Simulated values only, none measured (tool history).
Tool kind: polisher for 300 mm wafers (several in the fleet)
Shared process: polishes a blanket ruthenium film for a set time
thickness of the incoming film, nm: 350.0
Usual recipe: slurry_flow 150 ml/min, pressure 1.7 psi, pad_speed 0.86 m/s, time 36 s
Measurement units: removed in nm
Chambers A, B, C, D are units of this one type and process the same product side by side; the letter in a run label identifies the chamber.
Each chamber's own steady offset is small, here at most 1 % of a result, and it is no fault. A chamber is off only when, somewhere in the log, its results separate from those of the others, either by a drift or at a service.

| run | day | slurry_flow | pressure | pad_speed | time | wafers polished on this pad | hours since the slurry nozzle was cleaned | hours since the head pressure was calibrated | removed |
|---|---|---|---|---|---|---|---|---|---|
| 1A | 0.138 | 150 | 1.7 | 0.86 | 36 | 270 | 677.8 | 766.8 | 24.387 |
| 2B | 0.254 | 150 | 1.7 | 0.86 | 36 | 185 | 79.7 | 744.7 | 24.191 |
| 3C | 0.383 | 150 | 1.7 | 0.86 | 36 | 1142 | 148.2 | 1135.7 | 24.261 |
| 4D | 0.512 | 150 | 1.7 | 0.86 | 36 | 891 | 367.3 | 134.6 | 24.690 |
|  | 0.588 | chamber D: worn pad replaced by a new one |
|  | 0.612 | chamber C: worn pad replaced by a new one |
| 5C | 0.662 | 150 | 1.7 | 0.86 | 36 | 11 | 154.9 | 1142.4 | 24.763 |
| 6B | 0.854 | 150 | 1.7 | 0.86 | 36 | 316 | 94.1 | 759.1 | 23.759 |
| 7D | 1.071 | 150 | 1.7 | 0.86 | 36 | 105 | 380.7 | 148.0 | 24.715 |
| 8A | 1.183 | 150 | 1.7 | 0.86 | 36 | 498 | 702.9 | 791.9 | 24.261 |
| 9C | 1.296 | 150 | 1.7 | 0.86 | 36 | 149 | 170.1 | 1157.6 | 24.459 |
| 10D | 1.396 | 180 | 1.7 | 0.86 | 41 | 176 | 388.5 | 155.8 | 29.056 |
| 11A | 1.608 | 180 | 1.7 | 0.86 | 41 | 591 | 713.1 | 802.1 | 28.835 |
| 12B | 1.808 | 180 | 1.7 | 0.86 | 41 | 524 | 117.0 | 782.0 | 27.653 |
| 13A | 1.992 | 180 | 1.7 | 0.86 | 41 | 674 | 722.3 | 811.3 | 28.622 |
| 14B | 2.204 | 150 | 1.7 | 0.86 | 36 | 610 | 126.5 | 791.5 | 23.656 |
| 15D | 2.300 | 150 | 1.7 | 0.86 | 36 | 373 | 410.2 | 177.5 | 24.878 |
| 16C | 2.479 | 150 | 1.7 | 0.86 | 36 | 407 | 198.5 | 1186.0 | 24.844 |
| 17B | 2.604 | 150 | 1.7 | 0.86 | 36 | 698 | 136.1 | 801.1 | 22.713 |
| 18C | 2.721 | 150 | 1.7 | 0.86 | 36 | 460 | 204.3 | 1191.8 | 24.285 |
| 19D | 2.912 | 150 | 1.7 | 0.86 | 36 | 506 | 424.9 | 192.2 | 25.152 |
| 20A | 3.108 | 125 | 1.7 | 0.86 | 36 | 918 | 749.1 | 838.1 | 23.069 |
|  | 3.238 | chamber A: worn pad replaced by a new one |
| 21D | 3.250 | 125 | 1.7 | 0.86 | 36 | 580 | 433.0 | 200.3 | 23.629 |
|  | 3.354 | chamber A: slurry nozzle cleaned |
| 22B | 3.379 | 125 | 1.7 | 0.86 | 36 | 866 | 154.7 | 819.7 | 21.435 |
| 23C | 3.521 | 125 | 1.7 | 0.86 | 36 | 634 | 223.5 | 1211.0 | 23.369 |
| 24A | 3.679 | 150 | 1.7 | 0.64 | 36 | 96 | 7.8 | 851.8 | 18.027 |
| 25B | 3.862 | 150 | 1.7 | 0.64 | 36 | 972 | 166.3 | 831.3 | 16.199 |
| 26C | 4.004 | 150 | 1.7 | 0.64 | 36 | 739 | 235.1 | 1222.6 | 18.437 |
| 27D | 4.146 | 150 | 1.7 | 0.64 | 36 | 775 | 454.5 | 221.8 | 18.294 |

Read the log: is a single chamber off, either drifting away or since a service, is the gauge that measures every chamber drifting, or is nothing wrong beyond small per-chamber offsets? Name any odd chamber and what most likely caused it.

It is chamber B that slowly wanders off from its peers.
Most likely cause: removal rate lost through wear of the pad, % = 10.8.
With only this log, it may be confused with: slurry flow missing at the pad, %; head's pressure below its setpoint, %.

Chamber B could run next with any of the 4 candidate recipes listed below; each alters the usual settings, and their results appear as question marks. Which one brings its results back in line with what the other chambers deliver on the usual settings?
In-line tolerance around the mean of the other chambers on the usual settings: removed 0.900 nm
| 28B-1 | 4.304 | 150 | 1.5 | 0.86 | 36 |  |  |  | ? |
| 28B-2 | 4.304 | 150 | 1.7 | 0.70 | 36 |  |  |  | ? |
| 28B-3 | 4.304 | 150 | 1.7 | 0.92 | 38 |  |  |  | ? |
| 28B-4 | 4.304 | 150 | 1.7 | 0.86 | 44 |  |  |  | ? |

Usual-settings mean across the other chambers: removed 24.541 nm
| run | removed |
|---|---|
| 28B-1 | 19.395 |
| 28B-2 | 17.905 |
| 28B-3 | 24.872 |
| 28B-4 | 26.913 |
28B-3 is the one that brings the chamber's results back in line with the other chambers.
